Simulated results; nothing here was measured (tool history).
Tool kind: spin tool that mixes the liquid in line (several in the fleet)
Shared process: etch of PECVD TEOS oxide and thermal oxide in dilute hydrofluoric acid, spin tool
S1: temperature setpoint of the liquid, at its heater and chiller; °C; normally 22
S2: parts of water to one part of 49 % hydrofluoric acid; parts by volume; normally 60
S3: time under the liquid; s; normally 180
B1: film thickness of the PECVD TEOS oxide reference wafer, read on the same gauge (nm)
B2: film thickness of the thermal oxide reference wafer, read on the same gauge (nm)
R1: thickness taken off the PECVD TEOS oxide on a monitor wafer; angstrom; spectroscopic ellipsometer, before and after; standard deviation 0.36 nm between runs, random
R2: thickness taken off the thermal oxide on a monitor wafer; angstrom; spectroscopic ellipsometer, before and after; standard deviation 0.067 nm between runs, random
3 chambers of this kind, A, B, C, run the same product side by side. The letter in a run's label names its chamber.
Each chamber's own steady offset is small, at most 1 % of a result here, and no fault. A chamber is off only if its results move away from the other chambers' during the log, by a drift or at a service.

{"run": "1C", "hour": 11.3, "S1": 22, "S2": 60, "S3": 180, "B1": 79.999, "B2": 109.99, "R1": 555.43, "R2": 129.37}
{"run": "2B", "hour": 17.0, "S1": 22, "S2": 60, "S3": 180, "B1": 79.975, "B2": 109.97, "R1": 552.89, "R2": 130.6}
{"run": "3A", "hour": 27.6, "S1": 22, "S2": 60, "S3": 180, "B1": 79.997, "B2": 109.99, "R1": 555.41, "R2": 130.05}
{"run": "4C", "hour": 35.8, "S1": 22, "S2": 60, "S3": 180, "B1": 79.992, "B2": 110.01, "R1": 555.84, "R2": 130.46}
{"run": "5B", "hour": 43.7, "S1": 22, "S2": 60, "S3": 180, "B1": 80.002, "B2": 110.04, "R1": 555.55, "R2": 128.83}
{"hour": 47.5, "done": "chamber B: thermometer replaced"}
{"run": "6A", "hour": 51.1, "S1": 22, "S2": 60, "S3": 180, "B1": 80.003, "B2": 110.02, "R1": 553.44, "R2": 132.39}
{"run": "7B", "hour": 58.7, "S1": 18.5, "S2": 60, "S3": 180, "B1": 79.995, "B2": 109.99, "R1": 479.94, "R2": 112.69}
{"run": "8C", "hour": 70.7, "S1": 18.5, "S2": 60, "S3": 180, "B1": 79.986, "B2": 110, "R1": 478.4, "R2": 111.12}
{"run": "9A", "hour": 81.0, "S1": 18.5, "S2": 60, "S3": 180, "B1": 79.989, "B2": 109.96, "R1": 472.02, "R2": 112.73}
{"run": "10B", "hour": 92.3, "S1": 22, "S2": 60, "S3": 180, "B1": 79.981, "B2": 110.01, "R1": 554.99, "R2": 130.42}
{"run": "11C", "hour": 101.2, "S1": 22, "S2": 60, "S3": 180, "B1": 80.014, "B2": 110, "R1": 559.41, "R2": 130}
{"run": "12A", "hour": 112.6, "S1": 22, "S2": 60, "S3": 180, "B1": 79.984, "B2": 110.02, "R1": 557.97, "R2": 131.01}
{"run": "13C", "hour": 124.2, "S1": 22, "S2": 60, "S3": 180, "B1": 79.995, "B2": 109.99, "R1": 554.68, "R2": 130.77}
{"run": "14B", "hour": 134.2, "S1": 22, "S2": 60, "S3": 180, "B1": 79.995, "B2": 109.97, "R1": 554.67, "R2": 130.37}
{"run": "15A", "hour": 144.9, "S1": 22, "S2": 60, "S3": 180, "B1": 80.01, "B2": 110.02, "R1": 548.26, "R2": 130.29}
{"run": "16C", "hour": 157.4, "S1": 22, "S2": 85, "S3": 110, "B1": 80.004, "B2": 110.02, "R1": 230.72, "R2": 54.194}
{"run": "17B", "hour": 168.0, "S1": 22, "S2": 85, "S3": 110, "B1": 80, "B2": 109.99, "R1": 229.75, "R2": 54.453}
{"run": "18A", "hour": 177.2, "S1": 22, "S2": 85, "S3": 110, "B1": 80.014, "B2": 109.99, "R1": 236.67, "R2": 55.101}
{"run": "19A", "hour": 187.8, "S1": 22, "S2": 60, "S3": 180, "B1": 80.003, "B2": 110.01, "R1": 549.78, "R2": 132.08}
{"run": "20C", "hour": 199.2, "S1": 22, "S2": 60, "S3": 180, "B1": 79.988, "B2": 110.06, "R1": 555.69, "R2": 130.64}
{"run": "21B", "hour": 206.1, "S1": 22, "S2": 60, "S3": 180, "B1": 79.993, "B2": 109.96, "R1": 554.27, "R2": 128.87}
{"run": "22B", "hour": 215.0, "S1": 20, "S2": 60, "S3": 215, "B1": 80.012, "B2": 109.98, "R1": 611.66, "R2": 144.2}
{"run": "23A", "hour": 228.0, "S1": 20, "S2": 60, "S3": 215, "B1": 80.003, "B2": 109.98, "R1": 612.28, "R2": 143.68}
{"run": "24C", "hour": 241.0, "S1": 20, "S2": 60, "S3": 215, "B1": 79.983, "B2": 109.98, "R1": 614.07, "R2": 142.23}
{"run": "25C", "hour": 248.4, "S1": 22, "S2": 60, "S3": 180, "B1": 80.02, "B2": 109.98, "R1": 553.21, "R2": 130.82}
{"run": "26B", "hour": 260.8, "S1": 22, "S2": 60, "S3": 180, "B1": 79.99, "B2": 110.01, "R1": 558.13, "R2": 130.63}
{"run": "27A", "hour": 273.4, "S1": 22, "S2": 60, "S3": 180, "B1": 80.014, "B2": 109.99, "R1": 553.82, "R2": 131.27}
{"run": "28C", "hour": 282.4, "S1": 22, "S2": 60, "S3": 180, "B1": 79.995, "B2": 109.98, "R1": 549.47, "R2": 129.4}
{"run": "29A", "hour": 295.1, "S1": 22, "S2": 60, "S3": 180, "B1": 80.024, "B2": 110.02, "R1": 554.35, "R2": 131.02}
{"run": "30B", "hour": 304.7, "S1": 22, "S2": 60, "S3": 180, "B1": 80.005, "B2": 109.98, "R1": 552.14, "R2": 130.31}
{"hour": 307.1, "done": "chamber C: hydrofluoric acid flow meter replaced"}
{"run": "31C", "hour": 310.5, "S1": 22, "S2": 60, "S3": 180, "B1": 79.992, "B2": 110.01, "R1": 558.51, "R2": 129.5}
{"run": "32B", "hour": 323.0, "S1": 22, "S2": 60, "S3": 180, "B1": 80.001, "B2": 110.02, "R1": 552.95, "R2": 129.99}
{"hour": 328.0, "done": "chamber B: hydrofluoric acid flow meter replaced"}
{"run": "33A", "hour": 333.1, "S1": 22, "S2": 60, "S3": 180, "B1": 80.01, "B2": 110.07, "R1": 555.29, "R2": 131.57}
{"run": "34B", "hour": 342.2, "S1": 22, "S2": 60, "S3": 180, "B1": 79.981, "B2": 110.02, "R1": 548.01, "R2": 130.21}
{"run": "35C", "hour": 351.0, "S1": 22, "S2": 85, "S3": 180, "B1": 79.997, "B2": 110.03, "R1": 379.05, "R2": 89.141}
{"run": "36A", "hour": 359.6, "S1": 22, "S2": 85, "S3": 180, "B1": 79.998, "B2": 110, "R1": 382.05, "R2": 89.397}
{"run": "37A", "hour": 367.8, "S1": 22, "S2": 85, "S3": 180, "B1": 80.032, "B2": 110.04, "R1": 378.88, "R2": 89.476}
{"run": "38B", "hour": 378.7, "S1": 22, "S2": 60, "S3": 180, "B1": 79.991, "B2": 110, "R1": 555.11, "R2": 131.04}

Predict what each chamber gives when all 3 of them run the settings below next.
{"run": "39A", "hour": 388.2, "S1": 22, "S2": 60, "S3": 180, "R1": "?", "R2": "?"}
{"run": "39B", "hour": 388.2, "S1": 22, "S2": 60, "S3": 180, "R1": "?", "R2": "?"}
{"run": "39C", "hour": 388.2, "S1": 22, "S2": 60, "S3": 180, "R1": "?", "R2": "?"}

run=39A R1=554.07 R2=131.83
run=39B R1=557.62 R2=130.26
run=39C R1=553.22 R2=129.02
